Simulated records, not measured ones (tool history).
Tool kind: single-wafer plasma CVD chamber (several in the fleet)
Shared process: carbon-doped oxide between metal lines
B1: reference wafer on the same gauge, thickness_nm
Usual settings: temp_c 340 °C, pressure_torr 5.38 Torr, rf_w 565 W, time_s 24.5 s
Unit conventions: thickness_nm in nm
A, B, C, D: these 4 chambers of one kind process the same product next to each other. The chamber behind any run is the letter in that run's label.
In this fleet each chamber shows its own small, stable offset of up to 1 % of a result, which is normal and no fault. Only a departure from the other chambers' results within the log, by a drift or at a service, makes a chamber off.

{"run": "1A", "day": 0.121, "temp_c": 340, "pressure_torr": 5.38, "rf_w": 565, "time_s": 24.5, "B1": 147.95, "thickness_nm": 141.92}
{"run": "2B", "day": 0.233, "temp_c": 340, "pressure_torr": 5.38, "rf_w": 565, "time_s": 24.5, "B1": 147.97, "thickness_nm": 140}
{"run": "3D", "day": 0.358, "temp_c": 340, "pressure_torr": 5.38, "rf_w": 565, "time_s": 24.5, "B1": 147.95, "thickness_nm": 141.23}
{"run": "4C", "day": 0.542, "temp_c": 340, "pressure_torr": 5.38, "rf_w": 565, "time_s": 24.5, "B1": 147.93, "thickness_nm": 140.69}
{"run": "5D", "day": 0.679, "temp_c": 340, "pressure_torr": 5.38, "rf_w": 565, "time_s": 24.5, "B1": 147.91, "thickness_nm": 141.17}
{"run": "6C", "day": 0.833, "temp_c": 340, "pressure_torr": 5.38, "rf_w": 565, "time_s": 24.5, "B1": 147.88, "thickness_nm": 140.55}
{"run": "7B", "day": 0.938, "temp_c": 340, "pressure_torr": 5.38, "rf_w": 565, "time_s": 24.5, "B1": 147.87, "thickness_nm": 139.85}
{"run": "8A", "day": 1.121, "temp_c": 340, "pressure_torr": 5.38, "rf_w": 565, "time_s": 24.5, "B1": 147.86, "thickness_nm": 141.82}
{"run": "9D", "day": 1.221, "temp_c": 340, "pressure_torr": 5.38, "rf_w": 565, "time_s": 24.5, "B1": 147.82, "thickness_nm": 141.27}
{"run": "10A", "day": 1.346, "temp_c": 340, "pressure_torr": 5.38, "rf_w": 565, "time_s": 24.5, "B1": 147.82, "thickness_nm": 141.88}
{"run": "11C", "day": 1.45, "temp_c": 340, "pressure_torr": 5.38, "rf_w": 565, "time_s": 24.5, "B1": 147.86, "thickness_nm": 140.77}
{"run": "12B", "day": 1.579, "temp_c": 340, "pressure_torr": 5.38, "rf_w": 565, "time_s": 24.5, "B1": 147.78, "thickness_nm": 140.08}
{"run": "13A", "day": 1.725, "temp_c": 340, "pressure_torr": 5.38, "rf_w": 565, "time_s": 24.5, "B1": 147.76, "thickness_nm": 141.44}
{"run": "14C", "day": 1.888, "temp_c": 340, "pressure_torr": 5.38, "rf_w": 565, "time_s": 24.5, "B1": 147.73, "thickness_nm": 140.98}
{"run": "15B", "day": 2.054, "temp_c": 340, "pressure_torr": 5.38, "rf_w": 565, "time_s": 24.5, "B1": 147.74, "thickness_nm": 139.74}
{"run": "16D", "day": 2.208, "temp_c": 327, "pressure_torr": 5.38, "rf_w": 565, "time_s": 24.5, "B1": 147.74, "thickness_nm": 147.47}
{"run": "17B", "day": 2.396, "temp_c": 327, "pressure_torr": 5.38, "rf_w": 565, "time_s": 24.5, "B1": 147.71, "thickness_nm": 146.45}
{"run": "18D", "day": 2.575, "temp_c": 327, "pressure_torr": 5.38, "rf_w": 565, "time_s": 24.5, "B1": 147.66, "thickness_nm": 147.63}
{"run": "19A", "day": 2.696, "temp_c": 327, "pressure_torr": 5.38, "rf_w": 565, "time_s": 24.5, "B1": 147.66, "thickness_nm": 148.35}
{"run": "20C", "day": 2.883, "temp_c": 340, "pressure_torr": 5.38, "rf_w": 565, "time_s": 24.5, "B1": 147.58, "thickness_nm": 141.04}
{"run": "21A", "day": 3.038, "temp_c": 340, "pressure_torr": 5.38, "rf_w": 565, "time_s": 24.5, "B1": 147.63, "thickness_nm": 141.63}
{"run": "22B", "day": 3.167, "temp_c": 340, "pressure_torr": 5.38, "rf_w": 565, "time_s": 24.5, "B1": 147.57, "thickness_nm": 139.95}
{"day": 3.258, "done": "chamber B: RF generator calibrated"}
{"run": "23C", "day": 3.338, "temp_c": 340, "pressure_torr": 5.38, "rf_w": 565, "time_s": 24.5, "B1": 147.6, "thickness_nm": 140.48}
{"run": "24D", "day": 3.508, "temp_c": 340, "pressure_torr": 5.38, "rf_w": 565, "time_s": 24.5, "B1": 147.5, "thickness_nm": 141.22}
{"run": "25B", "day": 3.65, "temp_c": 340, "pressure_torr": 5.38, "rf_w": 565, "time_s": 24.5, "B1": 147.47, "thickness_nm": 139.99}
{"run": "26D", "day": 3.746, "temp_c": 340, "pressure_torr": 5.38, "rf_w": 565, "time_s": 24.5, "B1": 147.47, "thickness_nm": 141}
{"run": "27A", "day": 3.892, "temp_c": 340, "pressure_torr": 5.38, "rf_w": 565, "time_s": 24.5, "B1": 147.42, "thickness_nm": 141.62}
{"run": "28C", "day": 3.971, "temp_c": 340, "pressure_torr": 5.38, "rf_w": 565, "time_s": 24.5, "B1": 147.46, "thickness_nm": 140.46}
{"run": "29A", "day": 4.158, "temp_c": 340, "pressure_torr": 5.38, "rf_w": 565, "time_s": 24.5, "B1": 147.44, "thickness_nm": 141.69}
{"run": "30C", "day": 4.275, "temp_c": 340, "pressure_torr": 5.38, "rf_w": 565, "time_s": 24.5, "B1": 147.41, "thickness_nm": 140.72}
{"run": "31D", "day": 4.367, "temp_c": 340, "pressure_torr": 5.38, "rf_w": 515, "time_s": 24.5, "B1": 147.37, "thickness_nm": 133.26}
{"run": "32B", "day": 4.517, "temp_c": 340, "pressure_torr": 5.38, "rf_w": 515, "time_s": 24.5, "B1": 147.4, "thickness_nm": 131.35}
{"run": "33C", "day": 4.638, "temp_c": 340, "pressure_torr": 5.38, "rf_w": 515, "time_s": 24.5, "B1": 147.38, "thickness_nm": 132.57}
{"run": "34B", "day": 4.721, "temp_c": 340, "pressure_torr": 5.38, "rf_w": 515, "time_s": 24.5, "B1": 147.34, "thickness_nm": 131.28}

Next, all 4 chambers run the settings below, one line each with question marks for the results. What does each chamber give?
{"run": "35A", "day": 4.858, "temp_c": 340, "pressure_torr": 5.38, "rf_w": 565, "time_s": 24.5, "thickness_nm": "?"}
{"run": "35B", "day": 4.858, "temp_c": 340, "pressure_torr": 5.38, "rf_w": 565, "time_s": 24.5, "thickness_nm": "?"}
{"run": "35C", "day": 4.858, "temp_c": 340, "pressure_torr": 5.38, "rf_w": 565, "time_s": 24.5, "thickness_nm": "?"}
{"run": "35D", "day": 4.858, "temp_c": 340, "pressure_torr": 5.38, "rf_w": 565, "time_s": 24.5, "thickness_nm": "?"}

run=35A thickness_nm=141.54
run=35B thickness_nm=139.57
run=35C thickness_nm=140.16
run=35D thickness_nm=141.04
